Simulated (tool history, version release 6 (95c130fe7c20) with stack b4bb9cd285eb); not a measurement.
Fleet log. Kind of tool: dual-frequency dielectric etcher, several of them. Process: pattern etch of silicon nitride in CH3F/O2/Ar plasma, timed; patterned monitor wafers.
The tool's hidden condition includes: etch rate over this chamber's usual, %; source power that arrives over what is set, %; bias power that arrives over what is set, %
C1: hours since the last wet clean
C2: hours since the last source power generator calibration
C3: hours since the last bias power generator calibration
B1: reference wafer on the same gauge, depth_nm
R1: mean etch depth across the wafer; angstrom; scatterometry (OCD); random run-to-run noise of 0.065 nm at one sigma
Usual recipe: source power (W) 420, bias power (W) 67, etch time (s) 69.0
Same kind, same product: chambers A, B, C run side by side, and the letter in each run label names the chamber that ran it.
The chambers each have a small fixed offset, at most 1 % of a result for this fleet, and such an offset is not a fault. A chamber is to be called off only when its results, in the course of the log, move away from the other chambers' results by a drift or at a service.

At hour 6.8: chamber C: bias power generator calibrated.
Run 1B, hour 12.8: usual settings; C1 264.0; C2 452.9; C3 2494.9; B1 55.887. Result: R1 478.10 angstrom.
Run 2C, hour 22.4: usual settings; C1 170.8; C2 3631.1; C3 15.7; B1 55.913. Result: R1 476.97 angstrom.
Run 3A, hour 33.2: usual settings; C1 419.8; C2 2099.4; C3 1210.3; B1 55.909. Result: R1 480.43 angstrom.
Run 4B, hour 48.5: usual settings; C1 299.7; C2 488.6; C3 2530.6; B1 55.921. Result: R1 478.63 angstrom.
At hour 55.2: chamber A: wet clean of the chamber.
Run 5A, hour 60.9: usual settings but source power (W) 470; C1 5.7; C2 2127.1; C3 1238.0; B1 55.957. Result: R1 500.94 angstrom.
Run 6C, hour 69.2: usual settings but source power (W) 470; C1 217.6; C2 3677.9; C3 62.5; B1 55.924. Result: R1 498.85 angstrom.
Run 7A, hour 83.2: usual settings but source power (W) 470; C1 28.0; C2 2149.4; C3 1260.3; B1 55.967. Result: R1 500.98 angstrom.
Run 8B, hour 95.3: usual settings but bias power (W) 78, etch time (s) 55.5; C1 346.5; C2 535.4; C3 2577.4; B1 55.938. Result: R1 405.67 angstrom.
Run 9C, hour 110.8: usual settings but bias power (W) 78, etch time (s) 55.5; C1 259.2; C2 3719.5; C3 104.1; B1 55.967. Result: R1 405.62 angstrom.
At hour 116.3: chamber A: source power generator calibrated.
Run 10B, hour 125.8: usual settings but bias power (W) 78, etch time (s) 55.5; C1 377.0; C2 565.9; C3 2607.9; B1 55.988. Result: R1 406.09 angstrom.
Run 11A, hour 135.0: usual settings but bias power (W) 79; C1 79.8; C2 18.8; C3 1312.1; B1 55.999. Result: R1 508.54 angstrom.
Run 12C, hour 150.0: usual settings but bias power (W) 79; C1 298.4; C2 3758.7; C3 143.3; B1 55.984. Result: R1 506.94 angstrom.
At hour 150.5: chamber B: wet clean of the chamber.
Run 13B, hour 162.8: usual settings but bias power (W) 79; C1 12.3; C2 602.9; C3 2644.9; B1 55.998. Result: R1 508.20 angstrom.
Run 14C, hour 171.0: usual settings; C1 319.4; C2 3779.7; C3 164.3; B1 56.012. Result: R1 478.14 angstrom.
Run 15A, hour 185.5: usual settings but bias power (W) 82; C1 130.3; C2 69.3; C3 1362.6; B1 55.999. Result: R1 517.30 angstrom.
Run 16A, hour 195.8: usual settings but bias power (W) 82; C1 140.6; C2 79.6; C3 1372.9; B1 56.031. Result: R1 516.35 angstrom.
Run 17B, hour 203.4: usual settings but bias power (W) 82; C1 52.9; C2 643.5; C3 2685.5; B1 56.039. Result: R1 514.99 angstrom.
Run 18C, hour 218.2: usual settings; C1 366.6; C2 3826.9; C3 211.5; B1 56.056. Result: R1 479.41 angstrom.
Run 19A, hour 229.1: usual settings; C1 173.9; C2 112.9; C3 1406.2; B1 56.036. Result: R1 482.48 angstrom.
Run 20C, hour 242.4: usual settings but source power (W) 340, bias power (W) 75; C1 390.8; C2 3851.1; C3 235.7; B1 56.050. Result: R1 459.42 angstrom.
Run 21B, hour 253.7: usual settings but source power (W) 340, bias power (W) 75; C1 103.2; C2 693.8; C3 2735.8; B1 56.042. Result: R1 460.85 angstrom.
Run 22C, hour 261.3: usual settings but source power (W) 340, bias power (W) 75; C1 409.7; C2 3870.0; C3 254.6; B1 56.044. Result: R1 458.83 angstrom.
Run 23A, hour 269.3: usual settings; C1 214.1; C2 153.1; C3 1446.4; B1 56.048. Result: R1 479.87 angstrom.
Run 24B, hour 277.1: usual settings; C1 126.6; C2 717.2; C3 2759.2; B1 56.079. Result: R1 480.47 angstrom.
Run 25C, hour 291.4: usual settings; C1 439.8; C2 3900.1; C3 284.7; B1 56.074. Result: R1 478.55 angstrom.
Run 26B, hour 300.7: usual settings; C1 150.2; C2 740.8; C3 2782.8; B1 56.093. Result: R1 481.25 angstrom.
Run 27A, hour 310.8: usual settings; C1 255.6; C2 194.6; C3 1487.9; B1 56.089. Result: R1 481.10 angstrom.
Run 28C, hour 323.9: usual settings; C1 472.3; C2 3932.6; C3 317.2; B1 56.086. Result: R1 479.78 angstrom.
Run 29A, hour 332.7: usual settings; C1 277.5; C2 216.5; C3 1509.8; B1 56.093. Result: R1 481.83 angstrom.
Run 30B, hour 340.0: usual settings but etch time (s) 58.0; C1 189.5; C2 780.1; C3 2822.1; B1 56.096. Result: R1 404.65 angstrom.
Run 31C, hour 350.8: usual settings but etch time (s) 58.0; C1 499.2; C2 3959.5; C3 344.1; B1 56.108. Result: R1 402.40 angstrom.
Run 32A, hour 363.6: usual settings but etch time (s) 58.0; C1 308.4; C2 247.4; C3 1540.7; B1 56.132. Result: R1 405.19 angstrom.
Run 33B, hour 375.4: usual settings; C1 224.9; C2 815.5; C3 2857.5; B1 56.125. Result: R1 480.84 angstrom.
At hour 380.3: chamber C: wet clean of the chamber.
Run 34B, hour 385.5: usual settings; C1 235.0; C2 825.6; C3 2867.6; B1 56.118. Result: R1 479.92 angstrom.
Run 35A, hour 397.0: usual settings; C1 341.8; C2 280.8; C3 1574.1; B1 56.150. Result: R1 482.39 angstrom.
Run 36C, hour 410.0: usual settings but bias power (W) 57; C1 29.7; C2 4018.7; C3 403.3; B1 56.143. Result: R1 455.11 angstrom.
At hour 422.2: chamber A: wet clean of the chamber.
Run 37B, hour 423.6: usual settings but bias power (W) 57; C1 273.1; C2 863.7; C3 2905.7; B1 56.147. Result: R1 455.24 angstrom.
Run 38A, hour 433.4: usual settings but bias power (W) 57; C1 11.2; C2 317.2; C3 1610.5; B1 56.175. Result: R1 456.95 angstrom.
Run 39C, hour 447.6: usual settings; C1 67.3; C2 4056.3; C3 440.9; B1 56.169. Result: R1 479.64 angstrom.
Run 40A, hour 458.6: usual settings but bias power (W) 83; C1 36.4; C2 342.4; C3 1635.7; B1 56.170. Result: R1 518.46 angstrom.
Run 41B, hour 471.3: usual settings but bias power (W) 83; C1 320.8; C2 911.4; C3 2953.4; B1 56.186. Result: R1 518.41 angstrom.
Run 42C, hour 485.9: usual settings but bias power (W) 83; C1 105.6; C2 4094.6; C3 479.2; B1 56.193. Result: R1 516.09 angstrom.
Run 43B, hour 494.3: usual settings but source power (W) 510, etch time (s) 52.0; C1 343.8; C2 934.4; C3 2976.4; B1 56.216. Result: R1 389.20 angstrom.
Run 44A, hour 503.6: usual settings but source power (W) 510, etch time (s) 52.0; C1 81.4; C2 387.4; C3 1680.7; B1 56.191. Result: R1 390.97 angstrom.

Does one chamber stand apart from the rest, does the shared gauge drift, or is all well apart from small per-chamber offsets? Give the chamber and the most likely cause, where there is one.

Every chamber seems to shift together because the gauge that measures them all drifts; the chambers themselves are fine.
Cause: gauge reads high (%) = 0.553.
